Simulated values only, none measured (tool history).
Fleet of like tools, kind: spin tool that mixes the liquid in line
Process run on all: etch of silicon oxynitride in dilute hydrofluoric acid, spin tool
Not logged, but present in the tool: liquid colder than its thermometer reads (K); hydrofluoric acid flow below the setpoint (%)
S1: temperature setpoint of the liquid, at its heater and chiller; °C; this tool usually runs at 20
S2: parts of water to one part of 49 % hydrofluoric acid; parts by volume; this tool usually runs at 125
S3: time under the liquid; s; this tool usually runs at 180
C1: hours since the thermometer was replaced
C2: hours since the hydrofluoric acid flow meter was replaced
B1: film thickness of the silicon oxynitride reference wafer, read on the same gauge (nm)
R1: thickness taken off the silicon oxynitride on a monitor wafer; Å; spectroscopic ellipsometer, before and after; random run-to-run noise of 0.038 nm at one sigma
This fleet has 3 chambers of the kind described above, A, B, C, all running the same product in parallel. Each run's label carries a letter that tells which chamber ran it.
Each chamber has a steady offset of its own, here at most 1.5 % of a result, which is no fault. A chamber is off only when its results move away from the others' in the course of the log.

run 1C hour=7.8 | S1=20 S2=125 S3=180 | C1=961.2 C2=121.6 | B1=60.015 | R1=16.4220
run 2B hour=17.0 | S1=20 S2=125 S3=180 | C1=395.7 C2=299.4 | B1=59.993 | R1=16.6000
run 3A hour=23.4 | S1=20 S2=125 S3=180 | C1=291.9 C2=806.6 | B1=60.023 | R1=16.2610
run 4B hour=36.1 | S1=20 S2=125 S3=180 | C1=414.8 C2=318.5 | B1=60.004 | R1=16.4680
run 5C hour=47.2 | S1=20 S2=125 S3=180 | C1=1000.6 C2=161.0 | B1=60.001 | R1=16.8330
run 6A hour=57.7 | S1=20 S2=125 S3=180 | C1=326.2 C2=840.9 | B1=60.018 | R1=16.5160
run 7A hour=72.1 | S1=20 S2=125 S3=105 | C1=340.6 C2=855.3 | B1=60.004 | R1=9.5942
run 8C hour=81.0 | S1=20 S2=125 S3=105 | C1=1034.4 C2=194.8 | B1=59.973 | R1=9.8346
run 9B hour=93.8 | S1=20 S2=125 S3=105 | C1=472.5 C2=376.2 | B1=60.013 | R1=9.7755
run 10B hour=101.3 | S1=20 S2=125 S3=180 | C1=480.0 C2=383.7 | B1=60.017 | R1=16.1930
run 11C hour=113.3 | S1=20 S2=125 S3=180 | C1=1066.7 C2=227.1 | B1=60.038 | R1=16.9940
run 12A hour=122.5 | S1=20 S2=125 S3=180 | C1=391.0 C2=905.7 | B1=60.056 | R1=16.9810
run 13B hour=129.3 | S1=20 S2=125 S3=180 | C1=508.0 C2=411.7 | B1=60.014 | R1=16.7110
run 14A hour=142.8 | S1=20 S2=125 S3=180 | C1=411.3 C2=926.0 | B1=60.018 | R1=16.7250
run 15C hour=153.5 | S1=20 S2=125 S3=180 | C1=1106.9 C2=267.3 | B1=60.022 | R1=16.7310
run 16C hour=167.3 | S1=20 S2=125 S3=180 | C1=1120.7 C2=281.1 | B1=60.030 | R1=16.0130
run 17B hour=179.5 | S1=22 S2=150 S3=180 | C1=558.2 C2=461.9 | B1=60.043 | R1=15.0160
run 18A hour=193.7 | S1=22 S2=150 S3=180 | C1=462.2 C2=976.9 | B1=60.036 | R1=14.7880
run 19C hour=205.8 | S1=22 S2=150 S3=180 | C1=1159.2 C2=319.6 | B1=59.997 | R1=14.6750
run 20B hour=216.1 | S1=20 S2=125 S3=180 | C1=594.8 C2=498.5 | B1=59.999 | R1=16.3270
run 21A hour=227.0 | S1=20 S2=125 S3=180 | C1=495.5 C2=1010.2 | B1=60.022 | R1=16.1200
run 22A hour=234.9 | S1=20 S2=125 S3=180 | C1=503.4 C2=1018.1 | B1=60.003 | R1=16.3310
run 23C hour=246.6 | S1=20 S2=125 S3=180 | C1=1200.0 C2=360.4 | B1=59.989 | R1=16.4830
run 24B hour=257.1 | S1=20 S2=125 S3=180 | C1=635.8 C2=539.5 | B1=59.994 | R1=16.1910
run 25B hour=267.5 | S1=20 S2=125 S3=180 | C1=646.2 C2=549.9 | B1=59.969 | R1=16.2980
run 26C hour=280.4 | S1=20 S2=125 S3=180 | C1=1233.8 C2=394.2 | B1=60.016 | R1=16.7930
run 27A hour=286.9 | S1=20 S2=125 S3=180 | C1=555.4 C2=1070.1 | B1=59.994 | R1=16.5580
run 28C hour=299.6 | S1=20 S2=125 S3=180 | C1=1253.0 C2=413.4 | B1=59.994 | R1=16.8260
run 29B hour=313.9 | S1=20 S2=125 S3=180 | C1=692.6 C2=596.3 | B1=59.993 | R1=16.3750
run 30A hour=327.2 | S1=20 S2=125 S3=180 | C1=595.7 C2=1110.4 | B1=59.995 | R1=17.2490
run 31C hour=339.8 | S1=20 S2=125 S3=180 | C1=1293.2 C2=453.6 | B1=59.974 | R1=16.9130
run 32B hour=352.2 | S1=20 S2=125 S3=180 | C1=730.9 C2=634.6 | B1=59.967 | R1=16.5870
run 33A hour=363.5 | S1=20 S2=125 S3=180 | C1=632.0 C2=1146.7 | B1=60.001 | R1=16.6050
run 34B hour=373.5 | S1=20 S2=125 S3=180 | C1=752.2 C2=655.9 | B1=60.024 | R1=15.8090
run 35A hour=387.9 | S1=20 S2=125 S3=180 | C1=656.4 C2=1171.1 | B1=60.003 | R1=16.8330
run 36C hour=399.8 | S1=20 S2=125 S3=180 | C1=1353.2 C2=513.6 | B1=59.982 | R1=15.9150
run 37B hour=413.5 | S1=20 S2=125 S3=180 | C1=792.2 C2=695.9 | B1=59.988 | R1=16.5430
run 38C hour=420.5 | S1=20 S2=125 S3=180 | C1=1373.9 C2=534.3 | B1=59.948 | R1=16.8190
run 39A hour=431.1 | S1=20 S2=125 S3=180 | C1=699.6 C2=1214.3 | B1=60.004 | R1=16.9090
run 40A hour=438.3 | S1=20 S2=125 S3=180 | C1=706.8 C2=1221.5 | B1=59.973 | R1=17.0500
run 41B hour=445.6 | S1=20 S2=125 S3=180 | C1=824.3 C2=728.0 | B1=59.977 | R1=17.0770
run 42C hour=454.8 | S1=20 S2=125 S3=180 | C1=1408.2 C2=568.6 | B1=59.989 | R1=16.7710
run 43A hour=464.4 | S1=20 S2=125 S3=180 | C1=732.9 C2=1247.6 | B1=59.937 | R1=16.7490
run 44C hour=474.1 | S1=20 S2=125 S3=180 | C1=1427.5 C2=587.9 | B1=59.978 | R1=16.7480

Next, every chamber runs the same settings. What will each give?
run 45A hour=484.6 | S1=17 S2=125 S3=180 | R1=?
run 45B hour=484.6 | S1=17 S2=125 S3=180 | R1=?
run 45C hour=484.6 | S1=17 S2=125 S3=180 | R1=?

run=45A R1=14.9430
run=45B R1=14.6190
run=45C R1=13.7170

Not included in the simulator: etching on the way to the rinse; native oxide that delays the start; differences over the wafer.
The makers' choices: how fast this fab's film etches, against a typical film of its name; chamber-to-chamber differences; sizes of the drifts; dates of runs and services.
